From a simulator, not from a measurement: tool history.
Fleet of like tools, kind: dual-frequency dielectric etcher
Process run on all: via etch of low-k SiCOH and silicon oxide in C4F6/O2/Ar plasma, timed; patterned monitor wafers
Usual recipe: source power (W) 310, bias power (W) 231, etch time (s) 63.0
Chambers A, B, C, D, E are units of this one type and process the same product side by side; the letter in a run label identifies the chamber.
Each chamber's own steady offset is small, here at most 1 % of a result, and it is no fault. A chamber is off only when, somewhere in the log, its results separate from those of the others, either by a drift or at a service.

run   hour  source power (W)  bias power (W)  etch time (s)  read-back reference wafer on the same gauge, depth_nm  mean etch depth across the wafer (Å)
 1C    7.3               310             231           63.0                                                 139.06                                1740.7
 2B   15.5               310             231           63.0                                                 139.04                                1732.0
 3D   26.3               310             231           63.0                                                 139.18                                1750.2
 4E   36.0               310             231           63.0                                                 139.14                                1733.8
 5A   45.5               310             231           63.0                                                 139.17                                1747.3
 6B   52.0               310             231           63.0                                                 139.19                                1731.1
 7D   58.1               280             231           63.0                                                 139.23                                1679.8
      61.5  -- chamber B: wet clean of the chamber
 8A   68.7               280             231           63.0                                                 139.26                                1683.8
 9E   78.6               280             231           63.0                                                 139.28                                1663.9
10C   86.8               280             231           63.0                                                 139.37                                1683.4
11A   96.0               280             231           63.0                                                 139.34                                1685.9
12E  103.3               310             231           63.0                                                 139.36                                1727.7
13C  111.2               310             231           63.0                                                 139.39                                1748.0
14D  120.5               310             231           63.0                                                 139.36                                1753.9
15B  126.2               310             231           63.0                                                 139.48                                1733.0
16A  131.2               310             231           63.0                                                 139.56                                1754.1
17B  136.7               310             231           63.0                                                 139.45                                1736.9
18D  147.4               310             231           63.0                                                 139.55                                1748.5
19C  152.8               310             231           63.0                                                 139.54                                1753.2
     155.4  -- chamber C: wet clean of the chamber
20E  160.2               310             231           63.0                                                 139.58                                1736.5
21D  167.8               310             231           63.0                                                 139.64                                1758.2
22C  173.9               310             231           63.0                                                 139.61                                1751.8
23A  181.7               360             178           63.0                                                 139.64                                1710.4
24B  186.8               360             178           63.0                                                 139.68                                1688.1
25E  197.8               360             178           63.0                                                 139.72                                1688.1
26A  204.9               360             178           63.0                                                 139.73                                1710.3
     211.1  -- chamber D: wet clean of the chamber
27B  213.6               360             178           63.0                                                 139.79                                1689.8
28D  218.6               310             277           76.5                                                 139.83                                2268.0
29E  226.0               310             277           76.5                                                 139.78                                2247.7
30C  236.5               310             277           76.5                                                 139.83                                2266.0
31C  244.8               310             277           76.5                                                 139.89                                2271.7
32E  252.5               310             277           76.5                                                 139.99                                2252.8

Decide between three cases: one chamber stands off from its peers, the gauge reading all wafers drifts, or nothing is wrong past each chamber's small offset. Where a chamber is off, say which and what most likely put it there.

Gauge drift. The chambers move together only on paper, and none stands off.
Cause: gauge reads high (%) = 0.683.
